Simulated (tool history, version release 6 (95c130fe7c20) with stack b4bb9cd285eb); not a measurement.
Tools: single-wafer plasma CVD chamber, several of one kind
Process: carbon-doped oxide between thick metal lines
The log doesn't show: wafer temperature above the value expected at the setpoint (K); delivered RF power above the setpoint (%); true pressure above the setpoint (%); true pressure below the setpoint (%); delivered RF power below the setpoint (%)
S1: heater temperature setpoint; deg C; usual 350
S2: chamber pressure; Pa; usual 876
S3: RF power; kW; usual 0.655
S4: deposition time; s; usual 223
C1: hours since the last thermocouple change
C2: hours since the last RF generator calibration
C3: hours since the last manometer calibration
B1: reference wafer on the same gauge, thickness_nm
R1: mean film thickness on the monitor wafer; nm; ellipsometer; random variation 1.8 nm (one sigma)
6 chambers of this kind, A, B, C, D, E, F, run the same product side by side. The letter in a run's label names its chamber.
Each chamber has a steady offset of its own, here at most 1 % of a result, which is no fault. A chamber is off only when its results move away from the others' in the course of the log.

{"run": "1C", "hour": 5.5, "S1": 350, "S2": 876, "S3": 0.655, "S4": 223, "C1": 1212.6, "C2": 791.1, "C3": 203.0, "B1": 1259.5, "R1": 1355.6}
{"run": "2F", "hour": 10.3, "S1": 350, "S2": 876, "S3": 0.655, "S4": 223, "C1": 494.2, "C2": 601.0, "C3": 1001.8, "B1": 1260.4, "R1": 1369.6}
{"run": "3A", "hour": 15.5, "S1": 350, "S2": 876, "S3": 0.655, "S4": 223, "C1": 1194.9, "C2": 196.8, "C3": 801.6, "B1": 1260.4, "R1": 1360.7}
{"run": "4B", "hour": 19.5, "S1": 350, "S2": 876, "S3": 0.655, "S4": 223, "C1": 38.2, "C2": 622.7, "C3": 1315.3, "B1": 1260.5, "R1": 1358.6}
{"hour": 23.5, "done": "chamber C: RF generator calibrated"}
{"run": "5E", "hour": 26.3, "S1": 350, "S2": 876, "S3": 0.655, "S4": 223, "C1": 227.0, "C2": 442.6, "C3": 761.3, "B1": 1260.7, "R1": 1363.1}
{"run": "6D", "hour": 31.1, "S1": 350, "S2": 876, "S3": 0.655, "S4": 223, "C1": 487.5, "C2": 1537.2, "C3": 2091.7, "B1": 1260.9, "R1": 1365.7}
{"run": "7E", "hour": 38.7, "S1": 350, "S2": 876, "S3": 0.655, "S4": 223, "C1": 239.4, "C2": 455.0, "C3": 773.7, "B1": 1261.8, "R1": 1360.2}
{"run": "8B", "hour": 44.6, "S1": 350, "S2": 876, "S3": 0.655, "S4": 223, "C1": 63.3, "C2": 647.8, "C3": 1340.4, "B1": 1261.5, "R1": 1361.7}
{"run": "9F", "hour": 50.0, "S1": 350, "S2": 876, "S3": 0.655, "S4": 223, "C1": 533.9, "C2": 640.7, "C3": 1041.5, "B1": 1261.4, "R1": 1370.3}
{"run": "10D", "hour": 54.2, "S1": 350, "S2": 876, "S3": 0.655, "S4": 223, "C1": 510.6, "C2": 1560.3, "C3": 2114.8, "B1": 1262.3, "R1": 1366.9}
{"run": "11C", "hour": 59.3, "S1": 350, "S2": 876, "S3": 0.655, "S4": 223, "C1": 1266.4, "C2": 35.9, "C3": 256.8, "B1": 1261.5, "R1": 1355.1}
{"run": "12A", "hour": 63.0, "S1": 350, "S2": 876, "S3": 0.655, "S4": 223, "C1": 1242.4, "C2": 244.3, "C3": 849.1, "B1": 1261.7, "R1": 1363.0}
{"run": "13F", "hour": 68.6, "S1": 350, "S2": 876, "S3": 0.655, "S4": 223, "C1": 552.5, "C2": 659.3, "C3": 1060.1, "B1": 1262.3, "R1": 1372.2}
{"run": "14C", "hour": 75.9, "S1": 350, "S2": 876, "S3": 0.655, "S4": 223, "C1": 1283.0, "C2": 52.5, "C3": 273.4, "B1": 1262.4, "R1": 1358.7}
{"run": "15D", "hour": 82.3, "S1": 350, "S2": 876, "S3": 0.655, "S4": 223, "C1": 538.7, "C2": 1588.4, "C3": 2142.9, "B1": 1262.5, "R1": 1372.4}
{"run": "16A", "hour": 86.1, "S1": 350, "S2": 876, "S3": 0.655, "S4": 223, "C1": 1265.5, "C2": 267.4, "C3": 872.2, "B1": 1262.8, "R1": 1363.7}
{"run": "17B", "hour": 91.4, "S1": 350, "S2": 876, "S3": 0.655, "S4": 223, "C1": 110.1, "C2": 694.6, "C3": 1387.2, "B1": 1263.1, "R1": 1361.1}
{"run": "18E", "hour": 96.9, "S1": 350, "S2": 876, "S3": 0.655, "S4": 247, "C1": 297.6, "C2": 513.2, "C3": 831.9, "B1": 1263.0, "R1": 1508.5}
{"run": "19E", "hour": 101.6, "S1": 350, "S2": 876, "S3": 0.655, "S4": 247, "C1": 302.3, "C2": 517.9, "C3": 836.6, "B1": 1263.0, "R1": 1514.1}
{"run": "20B", "hour": 106.8, "S1": 350, "S2": 876, "S3": 0.655, "S4": 247, "C1": 125.5, "C2": 710.0, "C3": 1402.6, "B1": 1263.3, "R1": 1505.6}
{"run": "21C", "hour": 113.1, "S1": 350, "S2": 876, "S3": 0.655, "S4": 247, "C1": 1320.2, "C2": 89.7, "C3": 310.6, "B1": 1263.0, "R1": 1503.5}
{"hour": 113.5, "done": "chamber A: thermocouple changed; heater temperature recalibrated"}
{"run": "22D", "hour": 117.8, "S1": 350, "S2": 876, "S3": 0.655, "S4": 247, "C1": 574.2, "C2": 1623.9, "C3": 2178.4, "B1": 1263.5, "R1": 1515.9}
{"run": "23A", "hour": 123.0, "S1": 350, "S2": 876, "S3": 0.655, "S4": 247, "C1": 9.5, "C2": 304.3, "C3": 909.1, "B1": 1264.0, "R1": 1514.2}
{"run": "24F", "hour": 129.7, "S1": 350, "S2": 876, "S3": 0.655, "S4": 223, "C1": 613.6, "C2": 720.4, "C3": 1121.2, "B1": 1264.0, "R1": 1372.5}
{"run": "25C", "hour": 134.9, "S1": 350, "S2": 876, "S3": 0.655, "S4": 223, "C1": 1342.0, "C2": 111.5, "C3": 332.4, "B1": 1264.0, "R1": 1359.5}
{"run": "26B", "hour": 140.6, "S1": 350, "S2": 876, "S3": 0.655, "S4": 223, "C1": 159.3, "C2": 743.8, "C3": 1436.4, "B1": 1264.5, "R1": 1364.0}
{"run": "27D", "hour": 146.7, "S1": 350, "S2": 975, "S3": 0.655, "S4": 223, "C1": 603.1, "C2": 1652.8, "C3": 2207.3, "B1": 1264.2, "R1": 1380.3}
{"run": "28F", "hour": 152.2, "S1": 350, "S2": 975, "S3": 0.655, "S4": 223, "C1": 636.1, "C2": 742.9, "C3": 1143.7, "B1": 1264.8, "R1": 1383.2}
{"run": "29E", "hour": 158.3, "S1": 350, "S2": 975, "S3": 0.655, "S4": 223, "C1": 359.0, "C2": 574.6, "C3": 893.3, "B1": 1265.0, "R1": 1372.9}
{"run": "30A", "hour": 163.6, "S1": 350, "S2": 975, "S3": 0.655, "S4": 223, "C1": 50.1, "C2": 344.9, "C3": 949.7, "B1": 1265.1, "R1": 1378.9}
{"run": "31C", "hour": 169.1, "S1": 350, "S2": 975, "S3": 0.655, "S4": 223, "C1": 1376.2, "C2": 145.7, "C3": 366.6, "B1": 1265.1, "R1": 1372.0}
{"run": "32A", "hour": 173.5, "S1": 350, "S2": 975, "S3": 0.655, "S4": 223, "C1": 60.0, "C2": 354.8, "C3": 959.6, "B1": 1265.0, "R1": 1378.7}
{"run": "33D", "hour": 178.8, "S1": 350, "S2": 876, "S3": 0.655, "S4": 223, "C1": 635.2, "C2": 1684.9, "C3": 2239.4, "B1": 1265.6, "R1": 1374.4}
{"run": "34B", "hour": 183.5, "S1": 350, "S2": 876, "S3": 0.655, "S4": 223, "C1": 202.2, "C2": 786.7, "C3": 1479.3, "B1": 1265.8, "R1": 1362.3}
{"run": "35E", "hour": 187.9, "S1": 350, "S2": 876, "S3": 0.655, "S4": 223, "C1": 388.6, "C2": 604.2, "C3": 922.9, "B1": 1266.0, "R1": 1367.4}
{"run": "36F", "hour": 195.1, "S1": 350, "S2": 876, "S3": 0.655, "S4": 252, "C1": 679.0, "C2": 785.8, "C3": 1186.6, "B1": 1266.3, "R1": 1554.6}
{"run": "37B", "hour": 200.7, "S1": 350, "S2": 876, "S3": 0.655, "S4": 252, "C1": 219.4, "C2": 803.9, "C3": 1496.5, "B1": 1266.2, "R1": 1539.8}
{"run": "38C", "hour": 205.0, "S1": 350, "S2": 876, "S3": 0.655, "S4": 252, "C1": 1412.1, "C2": 181.6, "C3": 402.5, "B1": 1266.1, "R1": 1536.3}
{"run": "39F", "hour": 209.9, "S1": 350, "S2": 876, "S3": 0.655, "S4": 252, "C1": 693.8, "C2": 800.6, "C3": 1201.4, "B1": 1266.2, "R1": 1556.0}
{"run": "40E", "hour": 217.2, "S1": 350, "S2": 876, "S3": 0.655, "S4": 252, "C1": 417.9, "C2": 633.5, "C3": 952.2, "B1": 1266.0, "R1": 1542.7}
{"run": "41D", "hour": 221.1, "S1": 350, "S2": 876, "S3": 0.655, "S4": 252, "C1": 677.5, "C2": 1727.2, "C3": 2281.7, "B1": 1266.6, "R1": 1553.7}

All 6 chambers run these settings next. Forecast each chamber's results:
{"run": "42A", "hour": 226.5, "S1": 350, "S2": 876, "S3": 0.655, "S4": 223, "R1": "?"}
{"run": "42B", "hour": 226.5, "S1": 350, "S2": 876, "S3": 0.655, "S4": 223, "R1": "?"}
{"run": "42C", "hour": 226.5, "S1": 350, "S2": 876, "S3": 0.655, "S4": 223, "R1": "?"}
{"run": "42D", "hour": 226.5, "S1": 350, "S2": 876, "S3": 0.655, "S4": 223, "R1": "?"}
{"run": "42E", "hour": 226.5, "S1": 350, "S2": 876, "S3": 0.655, "S4": 223, "R1": "?"}
{"run": "42F", "hour": 226.5, "S1": 350, "S2": 876, "S3": 0.655, "S4": 223, "R1": "?"}

run=42A R1=1367.9
run=42B R1=1365.3
run=42C R1=1361.4
run=42D R1=1375.6
run=42E R1=1367.5
run=42F R1=1375.1
